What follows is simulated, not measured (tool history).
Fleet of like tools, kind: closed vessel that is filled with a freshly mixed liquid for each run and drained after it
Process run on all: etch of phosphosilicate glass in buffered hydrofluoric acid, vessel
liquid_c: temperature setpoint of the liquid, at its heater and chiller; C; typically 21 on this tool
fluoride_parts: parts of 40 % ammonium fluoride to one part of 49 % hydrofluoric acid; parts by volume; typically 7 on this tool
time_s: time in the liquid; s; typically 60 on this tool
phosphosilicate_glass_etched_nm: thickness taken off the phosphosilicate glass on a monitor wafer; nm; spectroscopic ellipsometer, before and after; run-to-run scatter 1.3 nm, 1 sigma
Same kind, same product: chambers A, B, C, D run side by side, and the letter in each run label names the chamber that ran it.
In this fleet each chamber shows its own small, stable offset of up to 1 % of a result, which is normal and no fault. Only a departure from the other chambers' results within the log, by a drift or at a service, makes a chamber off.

| run | day | liquid_c | fluoride_parts | time_s | read-back film thickness of the phosphosilicate glass reference wafer, read on the same gauge (nm) | phosphosilicate_glass_etched_nm |
|---|---|---|---|---|---|---|
| 1C | 0.179 | 21 | 7 | 60 | 129.96 | 295.79 |
| 2A | 0.379 | 21 | 7 | 60 | 130 | 295.88 |
| 3B | 0.608 | 21 | 7 | 60 | 129.99 | 298.34 |
| 4D | 0.721 | 21 | 7 | 60 | 129.99 | 301.44 |
| 5A | 0.892 | 21 | 7 | 60 | 130.04 | 297.6 |
| 6C | 1.062 | 21 | 7 | 60 | 130.01 | 296.61 |
| 7B | 1.233 | 21 | 7 | 60 | 129.98 | 298.99 |
| 8D | 1.392 | 21 | 7 | 60 | 129.98 | 298.59 |
|  | 1.604 | chamber B: hydrofluoric acid flow meter replaced |
| 9C | 1.625 | 21 | 7 | 60 | 130 | 293.24 |
| 10B | 1.842 | 21 | 7 | 60 | 130.02 | 297.08 |
| 11A | 1.946 | 21 | 7 | 60 | 130.02 | 295.76 |
| 12D | 2.058 | 21 | 7 | 60 | 130 | 299.69 |
| 13B | 2.179 | 21 | 7 | 60 | 130.02 | 296.41 |
| 14A | 2.358 | 21 | 7 | 60 | 129.98 | 297.73 |
| 15D | 2.558 | 21 | 7 | 60 | 130.01 | 298.42 |
| 16C | 2.733 | 21 | 7 | 60 | 129.99 | 297.08 |
| 17C | 2.875 | 21 | 7 | 60 | 130.03 | 299.45 |
|  | 2.925 | chamber C: thermometer replaced |
| 18B | 3.079 | 21 | 7 | 60 | 130.01 | 299.03 |
| 19D | 3.242 | 23 | 7 | 60 | 129.99 | 333.22 |
| 20A | 3.471 | 23 | 7 | 60 | 130.03 | 333.69 |
| 21D | 3.579 | 23 | 7 | 60 | 130.01 | 335.72 |
|  | 3.7 | chamber A: thermometer replaced |
| 22C | 3.717 | 23 | 7 | 60 | 130.03 | 332.06 |
| 23A | 3.867 | 21 | 7 | 60 | 129.99 | 296.02 |
| 24B | 3.979 | 21 | 7 | 30 | 129.98 | 148.17 |
| 25D | 4.154 | 21 | 7 | 30 | 130.01 | 148.18 |
| 26B | 4.279 | 21 | 7 | 30 | 130.01 | 149.04 |
| 27A | 4.488 | 21 | 7 | 30 | 130.01 | 149.42 |
| 28C | 4.654 | 21 | 7 | 60 | 129.99 | 297.46 |
| 29A | 4.792 | 21 | 7 | 60 | 130 | 298.69 |
| 30C | 4.896 | 21 | 7 | 60 | 129.98 | 297.54 |
| 31B | 5.108 | 21 | 7 | 60 | 129.97 | 295.68 |
| 32D | 5.238 | 21 | 7 | 60 | 130.01 | 297.31 |
| 33C | 5.388 | 21 | 7 | 60 | 129.97 | 297.62 |

Next, every chamber runs the same settings. What will each give?
| 34A | 5.558 | 21 | 7 | 30 |  | ? |
| 34B | 5.558 | 21 | 7 | 30 |  | ? |
| 34C | 5.558 | 21 | 7 | 30 |  | ? |
| 34D | 5.558 | 21 | 7 | 30 |  | ? |

| run | phosphosilicate_glass_etched_nm |
|---|---|
| 34A | 148.77 |
| 34B | 149.64 |
| 34C | 148.11 |
| 34D | 150.28 |

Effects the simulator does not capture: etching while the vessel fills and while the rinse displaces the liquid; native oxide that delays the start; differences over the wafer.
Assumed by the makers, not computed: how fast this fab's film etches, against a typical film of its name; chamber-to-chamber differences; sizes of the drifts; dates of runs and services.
